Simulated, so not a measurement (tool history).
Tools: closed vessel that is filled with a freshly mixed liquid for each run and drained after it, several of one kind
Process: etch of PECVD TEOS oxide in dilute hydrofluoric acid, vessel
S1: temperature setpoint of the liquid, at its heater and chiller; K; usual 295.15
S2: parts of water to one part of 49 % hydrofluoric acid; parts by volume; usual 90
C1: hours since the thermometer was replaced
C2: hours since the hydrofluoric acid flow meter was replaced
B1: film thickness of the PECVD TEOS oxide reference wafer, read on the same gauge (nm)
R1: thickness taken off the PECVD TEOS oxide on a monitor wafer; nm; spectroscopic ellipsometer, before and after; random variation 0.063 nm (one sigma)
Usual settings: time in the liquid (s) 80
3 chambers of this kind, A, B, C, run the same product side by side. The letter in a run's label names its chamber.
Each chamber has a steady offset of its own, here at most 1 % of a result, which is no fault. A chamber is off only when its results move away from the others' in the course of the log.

Run 1C, day 0.421: usual settings; C1 594.1; C2 298.8; B1 89.991. Result: R1 6.9946 nm.
Run 2B, day 0.796: usual settings; C1 1247.9; C2 428.3; B1 89.970. Result: R1 6.9217 nm.
Run 3A, day 1.096: usual settings; C1 1048.8; C2 445.6; B1 90.002. Result: R1 7.0012 nm.
Run 4A, day 1.396: usual settings; C1 1056.0; C2 452.8; B1 90.007. Result: R1 7.1213 nm.
Run 5B, day 1.767: usual settings but S1 298.15 K; C1 1271.2; C2 451.6; B1 89.993. Result: R1 7.9489 nm.
Run 6C, day 2.075: usual settings but S1 298.15 K; C1 633.8; C2 338.5; B1 90.001. Result: R1 7.9084 nm.
Run 7A, day 2.325: usual settings but S1 298.15 K; C1 1078.3; C2 475.1; B1 89.988. Result: R1 7.9591 nm.
Run 8B, day 2.688: usual settings but S2 60 parts by volume, time in the liquid (s) 100; C1 1293.3; C2 473.7; B1 89.988. Result: R1 13.8480 nm.
Run 9C, day 2.988: usual settings but S2 60 parts by volume, time in the liquid (s) 100; C1 655.7; C2 360.4; B1 90.024. Result: R1 13.3350 nm.
Run 10C, day 3.367: usual settings but S2 60 parts by volume, time in the liquid (s) 100; C1 664.8; C2 369.5; B1 89.985. Result: R1 13.7200 nm.
Run 11A, day 3.779: usual settings but S1 299.65 K; C1 1113.2; C2 510.0; B1 90.012. Result: R1 8.6531 nm.
Run 12B, day 3.988: usual settings but S1 299.65 K; C1 1324.5; C2 504.9; B1 90.022. Result: R1 8.3413 nm.
Run 13A, day 4.192: usual settings but S1 299.65 K; C1 1123.1; C2 519.9; B1 90.029. Result: R1 8.5646 nm.
Run 14C, day 4.479: usual settings; C1 691.5; C2 396.2; B1 89.978. Result: R1 6.9881 nm.
Run 15B, day 4.725: usual settings; C1 1342.2; C2 522.6; B1 89.992. Result: R1 7.0656 nm.
Run 16A, day 5.092: usual settings; C1 1144.7; C2 541.5; B1 90.019. Result: R1 7.3759 nm.
Run 17B, day 5.454: usual settings; C1 1359.7; C2 540.1; B1 89.997. Result: R1 7.0302 nm.
Run 18C, day 5.717: usual settings but S2 120 parts by volume, time in the liquid (s) 125; C1 721.2; C2 425.9; B1 90.006. Result: R1 8.1702 nm.
Run 19A, day 5.962: usual settings but S2 120 parts by volume, time in the liquid (s) 125; C1 1165.6; C2 562.4; B1 89.960. Result: R1 8.4030 nm.
Run 20C, day 6.267: usual settings but S2 120 parts by volume, time in the liquid (s) 125; C1 734.4; C2 439.1; B1 90.014. Result: R1 8.0341 nm.
Run 21B, day 6.542: usual settings but S1 290.15 K, S2 115 parts by volume; C1 1385.8; C2 566.2; B1 90.005. Result: R1 4.4322 nm.
Run 22B, day 6.775: usual settings but S1 290.15 K, S2 115 parts by volume; C1 1391.4; C2 571.8; B1 89.997. Result: R1 4.3980 nm.
Run 23A, day 7.192: usual settings but S1 290.15 K, S2 115 parts by volume; C1 1195.1; C2 591.9; B1 89.989. Result: R1 4.6551 nm.
Run 24C, day 7.588: usual settings; C1 766.1; C2 470.8; B1 89.964. Result: R1 7.0222 nm.
Run 25C, day 7.979: usual settings; C1 775.5; C2 480.2; B1 89.972. Result: R1 6.9819 nm.
Run 26B, day 8.233: usual settings but time in the liquid (s) 115; C1 1426.4; C2 606.8; B1 90.005. Result: R1 10.1490 nm.
Run 27A, day 8.442: usual settings but time in the liquid (s) 115; C1 1225.1; C2 621.9; B1 90.013. Result: R1 11.0900 nm.
Run 28B, day 8.808: usual settings but time in the liquid (s) 115; C1 1440.2; C2 620.6; B1 89.981. Result: R1 10.2960 nm.

Next, every chamber runs the same settings. What will each give?
Run 29A, day 9.112: usual settings. Result: R1 ?.
Run 29B, day 9.112: usual settings. Result: R1 ?.
Run 29C, day 9.112: usual settings. Result: R1 ?.

run      R1
29A  7.8762
29B  7.0879
29C  7.0068
